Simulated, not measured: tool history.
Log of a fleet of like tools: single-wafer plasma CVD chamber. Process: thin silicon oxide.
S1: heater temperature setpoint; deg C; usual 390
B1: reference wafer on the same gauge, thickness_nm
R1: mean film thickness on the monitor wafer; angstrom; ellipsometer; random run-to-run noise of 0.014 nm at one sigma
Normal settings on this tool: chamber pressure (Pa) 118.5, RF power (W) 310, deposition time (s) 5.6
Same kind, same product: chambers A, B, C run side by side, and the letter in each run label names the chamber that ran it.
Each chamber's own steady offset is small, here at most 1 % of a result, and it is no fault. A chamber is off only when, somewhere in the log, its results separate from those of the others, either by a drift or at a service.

{"run": "1A", "day": 0.108, "S1": 390, "chamber pressure (Pa)": 118.5, "RF power (W)": 310, "deposition time (s)": 5.6, "B1": 9.7022, "R1": 115.13}
{"run": "2B", "day": 0.229, "S1": 390, "chamber pressure (Pa)": 118.5, "RF power (W)": 310, "deposition time (s)": 5.6, "B1": 9.7049, "R1": 115.96}
{"run": "3C", "day": 0.317, "S1": 390, "chamber pressure (Pa)": 118.5, "RF power (W)": 310, "deposition time (s)": 5.6, "B1": 9.7038, "R1": 115.05}
{"run": "4C", "day": 0.496, "S1": 390, "chamber pressure (Pa)": 118.5, "RF power (W)": 310, "deposition time (s)": 5.6, "B1": 9.7048, "R1": 115.23}
{"run": "5A", "day": 0.633, "S1": 390, "chamber pressure (Pa)": 118.5, "RF power (W)": 310, "deposition time (s)": 5.6, "B1": 9.7053, "R1": 115.36}
{"run": "6B", "day": 0.738, "S1": 390, "chamber pressure (Pa)": 118.5, "RF power (W)": 310, "deposition time (s)": 5.6, "B1": 9.7088, "R1": 116.21}
{"run": "7A", "day": 0.896, "S1": 390, "chamber pressure (Pa)": 118.5, "RF power (W)": 310, "deposition time (s)": 5.6, "B1": 9.7076, "R1": 115.06}
{"run": "8B", "day": 1.058, "S1": 390, "chamber pressure (Pa)": 118.5, "RF power (W)": 310, "deposition time (s)": 5.6, "B1": 9.7123, "R1": 116.12}
{"run": "9C", "day": 1.196, "S1": 390, "chamber pressure (Pa)": 118.5, "RF power (W)": 310, "deposition time (s)": 5.6, "B1": 9.7143, "R1": 115.26}
{"run": "10A", "day": 1.362, "S1": 390, "chamber pressure (Pa)": 118.5, "RF power (W)": 310, "deposition time (s)": 5.6, "B1": 9.7133, "R1": 115.61}
{"run": "11C", "day": 1.525, "S1": 390, "chamber pressure (Pa)": 118.5, "RF power (W)": 310, "deposition time (s)": 5.6, "B1": 9.7166, "R1": 115.14}
{"run": "12B", "day": 1.604, "S1": 390, "chamber pressure (Pa)": 118.5, "RF power (W)": 310, "deposition time (s)": 5.6, "B1": 9.7169, "R1": 116.24}
{"run": "13C", "day": 1.742, "S1": 390, "chamber pressure (Pa)": 118.5, "RF power (W)": 310, "deposition time (s)": 5.6, "B1": 9.7162, "R1": 115.37}
{"run": "14A", "day": 1.862, "S1": 390, "chamber pressure (Pa)": 118.5, "RF power (W)": 310, "deposition time (s)": 5.6, "B1": 9.7176, "R1": 115.45}
{"run": "15B", "day": 2.033, "S1": 390, "chamber pressure (Pa)": 118.5, "RF power (W)": 310, "deposition time (s)": 5.6, "B1": 9.7175, "R1": 116.38}
{"run": "16B", "day": 2.204, "S1": 390, "chamber pressure (Pa)": 118.5, "RF power (W)": 310, "deposition time (s)": 5.6, "B1": 9.7249, "R1": 116.5}
{"run": "17C", "day": 2.308, "S1": 390, "chamber pressure (Pa)": 118.5, "RF power (W)": 310, "deposition time (s)": 5.6, "B1": 9.7268, "R1": 115.41}
{"run": "18A", "day": 2.383, "S1": 390, "chamber pressure (Pa)": 118.5, "RF power (W)": 310, "deposition time (s)": 5.6, "B1": 9.7226, "R1": 115.61}
{"run": "19A", "day": 2.504, "S1": 390, "chamber pressure (Pa)": 118.5, "RF power (W)": 310, "deposition time (s)": 5.6, "B1": 9.7295, "R1": 115.53}
{"run": "20B", "day": 2.667, "S1": 390, "chamber pressure (Pa)": 118.5, "RF power (W)": 310, "deposition time (s)": 5.6, "B1": 9.7265, "R1": 116.41}
{"run": "21C", "day": 2.746, "S1": 390, "chamber pressure (Pa)": 118.5, "RF power (W)": 310, "deposition time (s)": 5.6, "B1": 9.7301, "R1": 115.27}
{"run": "22C", "day": 2.904, "S1": 390, "chamber pressure (Pa)": 118.5, "RF power (W)": 310, "deposition time (s)": 5.6, "B1": 9.7292, "R1": 115.59}
{"run": "23B", "day": 3.054, "S1": 390, "chamber pressure (Pa)": 118.5, "RF power (W)": 310, "deposition time (s)": 5.6, "B1": 9.7313, "R1": 116.52}
{"run": "24A", "day": 3.233, "S1": 390, "chamber pressure (Pa)": 118.5, "RF power (W)": 310, "deposition time (s)": 5.6, "B1": 9.7353, "R1": 115.49}
{"run": "25A", "day": 3.367, "S1": 390, "chamber pressure (Pa)": 118.5, "RF power (W)": 310, "deposition time (s)": 5.6, "B1": 9.7371, "R1": 115.56}
{"run": "26C", "day": 3.454, "S1": 390, "chamber pressure (Pa)": 118.5, "RF power (W)": 310, "deposition time (s)": 5.6, "B1": 9.7371, "R1": 115.68}
{"run": "27B", "day": 3.604, "S1": 390, "chamber pressure (Pa)": 118.5, "RF power (W)": 310, "deposition time (s)": 5.6, "B1": 9.7371, "R1": 116.63}
{"run": "28A", "day": 3.746, "S1": 390, "chamber pressure (Pa)": 118.5, "RF power (W)": 310, "deposition time (s)": 5.6, "B1": 9.7378, "R1": 115.74}
{"run": "29B", "day": 3.854, "S1": 390, "chamber pressure (Pa)": 118.5, "RF power (W)": 310, "deposition time (s)": 5.6, "B1": 9.7435, "R1": 116.32}
{"run": "30C", "day": 3.975, "S1": 390, "chamber pressure (Pa)": 118.5, "RF power (W)": 310, "deposition time (s)": 5.6, "B1": 9.7415, "R1": 115.63}
{"run": "31C", "day": 4.079, "S1": 390, "chamber pressure (Pa)": 118.5, "RF power (W)": 310, "deposition time (s)": 5.6, "B1": 9.7452, "R1": 115.85}
{"run": "32B", "day": 4.179, "S1": 390, "chamber pressure (Pa)": 118.5, "RF power (W)": 310, "deposition time (s)": 5.6, "B1": 9.7427, "R1": 116.45}
{"run": "33A", "day": 4.283, "S1": 390, "chamber pressure (Pa)": 118.5, "RF power (W)": 310, "deposition time (s)": 5.6, "B1": 9.7453, "R1": 115.76}
{"run": "34A", "day": 4.417, "S1": 383, "chamber pressure (Pa)": 118.5, "RF power (W)": 340, "deposition time (s)": 5.6, "B1": 9.7481, "R1": 120.47}

Is one chamber out of step, is the gauge drifting, or do the chambers differ by no more than their own small offsets? For an off chamber, give its letter and the likeliest cause.

Every chamber seems to shift together because the gauge that measures them all drifts; the chambers themselves are fine.
Cause: gauge reads high (%) = 0.492.

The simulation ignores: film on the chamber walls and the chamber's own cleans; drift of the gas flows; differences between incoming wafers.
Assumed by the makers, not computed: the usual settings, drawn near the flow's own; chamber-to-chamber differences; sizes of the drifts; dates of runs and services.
